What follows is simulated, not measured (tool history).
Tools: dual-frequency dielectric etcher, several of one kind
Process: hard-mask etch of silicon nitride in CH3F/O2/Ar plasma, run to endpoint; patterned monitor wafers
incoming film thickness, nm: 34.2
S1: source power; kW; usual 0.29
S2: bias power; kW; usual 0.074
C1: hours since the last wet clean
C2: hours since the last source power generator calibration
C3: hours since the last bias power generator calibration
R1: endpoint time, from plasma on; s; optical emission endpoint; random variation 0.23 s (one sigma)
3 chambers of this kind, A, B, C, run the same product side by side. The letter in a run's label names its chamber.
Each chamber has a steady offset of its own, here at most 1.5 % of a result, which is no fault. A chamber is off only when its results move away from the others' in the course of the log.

{"run": "1A", "hour": 7.3, "S1": 0.29, "S2": 0.074, "C1": 82, "C2": 906.4, "C3": 2114.7, "R1": 55.796}
{"run": "2C", "hour": 14.2, "S1": 0.29, "S2": 0.074, "C1": 229.1, "C2": 3849.9, "C3": 445, "R1": 55.846}
{"run": "3B", "hour": 21.5, "S1": 0.29, "S2": 0.074, "C1": 95.2, "C2": 1180.8, "C3": 2502.6, "R1": 55.094}
{"run": "4B", "hour": 28.6, "S1": 0.29, "S2": 0.074, "C1": 102.3, "C2": 1187.9, "C3": 2509.7, "R1": 55.224}
{"run": "5A", "hour": 36.7, "S1": 0.29, "S2": 0.074, "C1": 111.4, "C2": 935.8, "C3": 2144.1, "R1": 55.23}
{"run": "6C", "hour": 44.4, "S1": 0.29, "S2": 0.074, "C1": 259.3, "C2": 3880.1, "C3": 475.2, "R1": 56.346}
{"run": "7C", "hour": 49.2, "S1": 0.36, "S2": 0.061, "C1": 264.1, "C2": 3884.9, "C3": 480, "R1": 54.934}
{"run": "8B", "hour": 55.8, "S1": 0.36, "S2": 0.061, "C1": 129.5, "C2": 1215.1, "C3": 2536.9, "R1": 54.396}
{"run": "9A", "hour": 64.3, "S1": 0.36, "S2": 0.061, "C1": 139, "C2": 963.4, "C3": 2171.7, "R1": 54.92}
{"run": "10C", "hour": 72.4, "S1": 0.24, "S2": 0.083, "C1": 287.3, "C2": 3908.1, "C3": 503.2, "R1": 57.687}
{"run": "11A", "hour": 78.8, "S1": 0.24, "S2": 0.083, "C1": 153.5, "C2": 977.9, "C3": 2186.2, "R1": 56.833}
{"run": "12B", "hour": 86.9, "S1": 0.24, "S2": 0.083, "C1": 160.6, "C2": 1246.2, "C3": 2568, "R1": 56.94}
{"run": "13C", "hour": 93.7, "S1": 0.29, "S2": 0.074, "C1": 308.6, "C2": 3929.4, "C3": 524.5, "R1": 55.927}
{"run": "14A", "hour": 102.7, "S1": 0.29, "S2": 0.074, "C1": 177.4, "C2": 1001.8, "C3": 2210.1, "R1": 55.398}
{"run": "15B", "hour": 112.0, "S1": 0.29, "S2": 0.074, "C1": 185.7, "C2": 1271.3, "C3": 2593.1, "R1": 55.448}
{"hour": 118.8, "done": "chamber A: bias power generator calibrated"}
{"run": "16A", "hour": 118.8, "S1": 0.29, "S2": 0.074, "C1": 193.5, "C2": 1017.9, "C3": 0, "R1": 55.16}
{"run": "17B", "hour": 128.5, "S1": 0.29, "S2": 0.074, "C1": 202.2, "C2": 1287.8, "C3": 2609.6, "R1": 54.985}
{"run": "18C", "hour": 137.7, "S1": 0.29, "S2": 0.074, "C1": 352.6, "C2": 3973.4, "C3": 568.5, "R1": 56.514}
{"run": "19B", "hour": 144.1, "S1": 0.29, "S2": 0.074, "C1": 217.8, "C2": 1303.4, "C3": 2625.2, "R1": 55.023}
{"run": "20C", "hour": 152.1, "S1": 0.29, "S2": 0.074, "C1": 367, "C2": 3987.8, "C3": 582.9, "R1": 56.302}
{"run": "21A", "hour": 157.4, "S1": 0.29, "S2": 0.074, "C1": 232.1, "C2": 1056.5, "C3": 38.6, "R1": 55.484}
{"run": "22A", "hour": 166.2, "S1": 0.29, "S2": 0.074, "C1": 240.9, "C2": 1065.3, "C3": 47.4, "R1": 55.495}
{"run": "23B", "hour": 171.1, "S1": 0.29, "S2": 0.074, "C1": 244.8, "C2": 1330.4, "C3": 2652.2, "R1": 54.952}
{"run": "24C", "hour": 176.0, "S1": 0.29, "S2": 0.074, "C1": 390.9, "C2": 4011.7, "C3": 606.8, "R1": 56.712}
{"run": "25A", "hour": 185.8, "S1": 0.34, "S2": 0.074, "C1": 260.5, "C2": 1084.9, "C3": 67, "R1": 52.002}
{"run": "26B", "hour": 192.2, "S1": 0.34, "S2": 0.074, "C1": 265.9, "C2": 1351.5, "C3": 2673.3, "R1": 51.76}
{"run": "27C", "hour": 197.1, "S1": 0.34, "S2": 0.074, "C1": 412, "C2": 4032.8, "C3": 627.9, "R1": 53.194}
{"run": "28C", "hour": 204.7, "S1": 0.29, "S2": 0.074, "C1": 419.6, "C2": 4040.4, "C3": 635.5, "R1": 56.934}
{"run": "29B", "hour": 211.0, "S1": 0.23, "S2": 0.074, "C1": 284.7, "C2": 1370.3, "C3": 2692.1, "R1": 59.58}
{"run": "30A", "hour": 220.2, "S1": 0.23, "S2": 0.074, "C1": 294.9, "C2": 1119.3, "C3": 101.4, "R1": 60.383}
{"run": "31B", "hour": 230.1, "S1": 0.23, "S2": 0.074, "C1": 303.8, "C2": 1389.4, "C3": 2711.2, "R1": 59.811}
{"run": "32A", "hour": 239.0, "S1": 0.29, "S2": 0.074, "C1": 313.7, "C2": 1138.1, "C3": 120.2, "R1": 55.626}
{"run": "33C", "hour": 244.4, "S1": 0.25, "S2": 0.06, "C1": 459.3, "C2": 4080.1, "C3": 675.2, "R1": 64.82}
{"run": "34B", "hour": 252.2, "S1": 0.25, "S2": 0.06, "C1": 325.9, "C2": 1411.5, "C3": 2733.3, "R1": 62.885}

What goes on in this fleet: one chamber off, a drifting gauge, or nothing beyond the chambers' own small offsets? Name the chamber and the cause, if any.

Chamber C drifts away from the others.
Cause: etch rate under this chamber's usual, % = 2.18.
The log may not tell that from: source power that arrives under what is set, %; bias power that arrives under what is set, %.

Here are 4 candidates for chamber C's next run, each the usual settings with a change, their results left as question marks. Which one brings its results back in line with what the others give on the usual settings?
In line means no further than this from the other chambers' mean on the usual settings: R1 0.81 s
{"run": "35C-1", "hour": 259.3, "S1": 0.29, "S2": 0.061, "R1": "?"}
{"run": "35C-2", "hour": 259.3, "S1": 0.3, "S2": 0.078, "R1": "?"}
{"run": "35C-3", "hour": 259.3, "S1": 0.32, "S2": 0.08, "R1": "?"}
{"run": "35C-4", "hour": 259.3, "S1": 0.28, "S2": 0.07, "R1": "?"}

The other chambers' mean on the usual settings: R1 55.166 s
run=35C-1 R1=61.033
run=35C-2 R1=55.397
run=35C-3 R1=53.604
run=35C-4 R1=59.023
35C-2 brings the chamber back in line.

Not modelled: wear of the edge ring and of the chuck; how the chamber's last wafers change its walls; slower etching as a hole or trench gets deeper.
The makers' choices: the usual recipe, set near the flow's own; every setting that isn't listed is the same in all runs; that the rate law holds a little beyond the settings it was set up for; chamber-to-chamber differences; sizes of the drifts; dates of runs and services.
